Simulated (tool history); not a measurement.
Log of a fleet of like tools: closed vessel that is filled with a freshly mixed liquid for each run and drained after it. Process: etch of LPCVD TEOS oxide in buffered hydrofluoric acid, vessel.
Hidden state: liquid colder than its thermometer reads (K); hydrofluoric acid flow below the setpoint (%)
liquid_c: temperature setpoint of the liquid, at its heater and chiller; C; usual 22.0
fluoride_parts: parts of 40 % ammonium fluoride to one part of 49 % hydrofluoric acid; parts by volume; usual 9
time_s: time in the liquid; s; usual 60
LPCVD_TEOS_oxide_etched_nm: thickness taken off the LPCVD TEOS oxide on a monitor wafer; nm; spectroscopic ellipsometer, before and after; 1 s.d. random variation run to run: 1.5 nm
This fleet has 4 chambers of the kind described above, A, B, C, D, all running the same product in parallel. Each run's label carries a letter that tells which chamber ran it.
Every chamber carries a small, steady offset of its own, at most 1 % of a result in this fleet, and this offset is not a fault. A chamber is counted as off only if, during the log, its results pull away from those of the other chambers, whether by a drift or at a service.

run	hour	liquid_c	fluoride_parts	time_s	hours since the thermometer was replaced	hours since the hydrofluoric acid flow meter was replaced	read-back film thickness of the LPCVD TEOS oxide reference wafer, read on the same gauge (nm)	LPCVD_TEOS_oxide_etched_nm
1D	7.9	22.0	9	60	963.3	173.9	40.014	155.34
2A	16.3	22.0	9	60	880.1	233.9	39.997	151.93
# hour 23.4: chamber D: thermometer replaced
3C	30.5	22.0	9	60	481.1	2041.4	40.037	154.88
4B	41.5	22.0	9	60	1447.3	298.9	40.049	153.65
5C	55.7	22.0	9	60	506.3	2066.6	40.020	153.33
6B	68.2	22.0	9	60	1474.0	325.6	39.953	155.06
# hour 82.5: chamber C: hydrofluoric acid flow meter replaced
7A	82.5	22.0	9	60	946.3	300.1	39.989	151.64
8D	97.8	22.0	9	60	74.5	263.8	39.984	155.72
9C	104.9	22.0	9	60	555.5	22.4	40.032	150.96
10A	118.1	22.0	9	60	981.9	335.7	39.963	153.16
11B	133.9	22.0	9	60	1539.7	391.3	40.031	153.76
12D	148.5	22.0	9	60	125.2	314.5	40.031	156.57
13B	159.2	22.0	9	60	1565.0	416.6	39.982	152.96
14C	169.9	22.0	9	60	620.5	87.4	39.987	147.90
15D	181.0	22.0	9	60	157.7	347.0	39.976	155.08
16A	193.3	22.0	9	60	1057.1	410.9	40.008	150.09
17C	200.6	19.0	9	60	651.2	118.1	39.987	123.71
18A	214.6	19.0	9	60	1078.4	432.2	39.974	127.17
19B	226.1	19.0	9	60	1631.9	483.5	40.004	130.11
20D	237.2	19.0	9	60	213.9	403.2	39.998	133.16
21C	245.1	22.0	9	60	695.7	162.6	39.963	145.90
22D	254.7	22.0	9	60	231.4	420.7	39.989	153.16
23B	267.3	22.0	9	60	1673.1	524.7	39.963	153.21
# hour 270.4: chamber B: thermometer replaced
24A	277.2	22.0	9	85	1141.0	494.8	40.001	216.15
25B	285.6	22.0	9	85	15.2	543.0	40.000	215.09
26A	295.0	22.0	9	85	1158.8	512.6	40.011	218.62
27D	302.2	22.0	9	85	278.9	468.2	40.004	217.62
28C	312.8	22.0	9	60	763.4	230.3	40.017	145.31
29D	325.1	22.0	9	60	301.8	491.1	39.977	153.55
30A	337.4	22.0	9	60	1201.2	555.0	40.003	152.09
31B	345.3	22.0	9	60	74.9	602.7	39.970	154.64
32C	354.9	22.0	9	60	805.5	272.4	40.004	139.71
33B	366.1	22.0	9	60	95.7	623.5	39.992	153.90
34C	375.7	23.5	6	60	826.3	293.2	40.027	229.02
35D	385.8	23.5	6	60	362.5	551.8	39.983	254.72
36A	400.1	23.5	6	60	1263.9	617.7	40.004	253.28
37A	414.4	23.5	6	60	1278.2	632.0	40.027	250.06

The same settings go to every chamber for the next run, one line per chamber below. Forecast the results for each:
38A	425.7	22.0	9	60				?
38B	425.7	22.0	9	60				?
38C	425.7	22.0	9	60				?
38D	425.7	22.0	9	60				?

run	LPCVD_TEOS_oxide_etched_nm
38A	153.14
38B	153.00
38C	140.62
38D	153.90

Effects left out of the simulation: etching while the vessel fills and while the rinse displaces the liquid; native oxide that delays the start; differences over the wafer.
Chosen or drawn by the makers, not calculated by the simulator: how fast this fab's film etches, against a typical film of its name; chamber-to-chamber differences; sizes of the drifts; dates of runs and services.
